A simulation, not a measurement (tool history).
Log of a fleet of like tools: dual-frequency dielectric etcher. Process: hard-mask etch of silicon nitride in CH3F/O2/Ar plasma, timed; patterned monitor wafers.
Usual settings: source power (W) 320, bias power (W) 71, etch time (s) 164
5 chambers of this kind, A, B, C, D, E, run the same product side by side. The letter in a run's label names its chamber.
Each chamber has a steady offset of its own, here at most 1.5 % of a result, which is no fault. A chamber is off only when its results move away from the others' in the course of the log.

run,hour,source power (W),bias power (W),etch time (s),"read-back reference wafer on the same gauge, depth_nm",mean etch depth across the wafer (Å)
1B,6.9,320,71,164,85.998,1051.4
2E,11.2,320,71,164,85.991,1063.9
# hour 19.3: chamber B: bias power generator calibrated
3A,19.5,320,71,164,86.019,1054.6
# hour 23.1: chamber A: wet clean of the chamber
4C,27.9,320,71,164,86.055,1045.3
5D,34.4,320,71,164,86.091,1047.4
6D,38.7,320,71,164,86.073,1045.6
7A,43.7,320,71,164,86.086,1055.2
8E,47.6,320,71,164,86.101,1058.6
9C,55,320,71,164,86.137,1047.1
10B,59.6,320,71,164,86.087,1051.2
11B,67.3,320,71,164,86.133,1052
12C,75.2,320,71,164,86.16,1045.5
13E,80.6,320,71,164,86.154,1063.5
14A,88.5,320,71,164,86.166,1054.6
15D,93.1,320,71,164,86.164,1048.4
16B,98.3,320,71,164,86.191,1053.9
17C,104.7,320,71,164,86.207,1045.7
18E,111.1,320,71,164,86.259,1062.5
19A,115.1,320,71,204,86.218,1312.9
20D,119.6,320,71,204,86.24,1304.7
21D,126.4,320,71,204,86.272,1300.8
# hour 128.7: chamber B: wet clean of the chamber
22E,134,320,71,204,86.258,1327.3
23A,142,320,71,204,86.256,1314.9
24B,150,350,84,164,86.318,1154.5
25C,155.9,350,84,164,86.272,1153.4
26E,161,350,84,164,86.306,1169
27A,169.6,350,84,164,86.344,1159.5
# hour 175.8: chamber E: bias power generator calibrated
28C,176.1,350,84,164,86.352,1153.6
29B,179.9,340,84,164,86.362,1144.5
30D,185.1,340,84,164,86.366,1136.4
31E,190.4,340,84,164,86.353,1158.4
32A,199,340,84,164,86.376,1148.9
# hour 202.9: chamber E: wet clean of the chamber
33D,207.2,340,84,164,86.386,1137.8
34B,211.2,320,71,164,86.43,1055.5
35C,218.4,320,71,164,86.435,1047.1
36D,222.3,320,71,164,86.48,1050.5
37C,230,320,71,164,86.486,1050.3
38E,235.7,320,71,164,86.463,1065.6
39A,241.5,320,71,164,86.48,1058.7
40B,249.3,320,71,164,86.491,1057.4
41C,256.5,320,71,164,86.538,1049.4
42D,264,320,71,164,86.565,1050.6
43B,272.3,320,71,164,86.562,1055.8
44E,278.9,320,71,164,86.54,1068.9

Next, every chamber runs the same settings. What will each give?
45A,285.1,320,71,164,,?
45B,285.1,320,71,164,,?
45C,285.1,320,71,164,,?
45D,285.1,320,71,164,,?
45E,285.1,320,71,164,,?

run,mean etch depth across the wafer (Å)
45A,1059.4
45B,1058.3
45C,1053.2
45D,1051.8
45E,1069.3
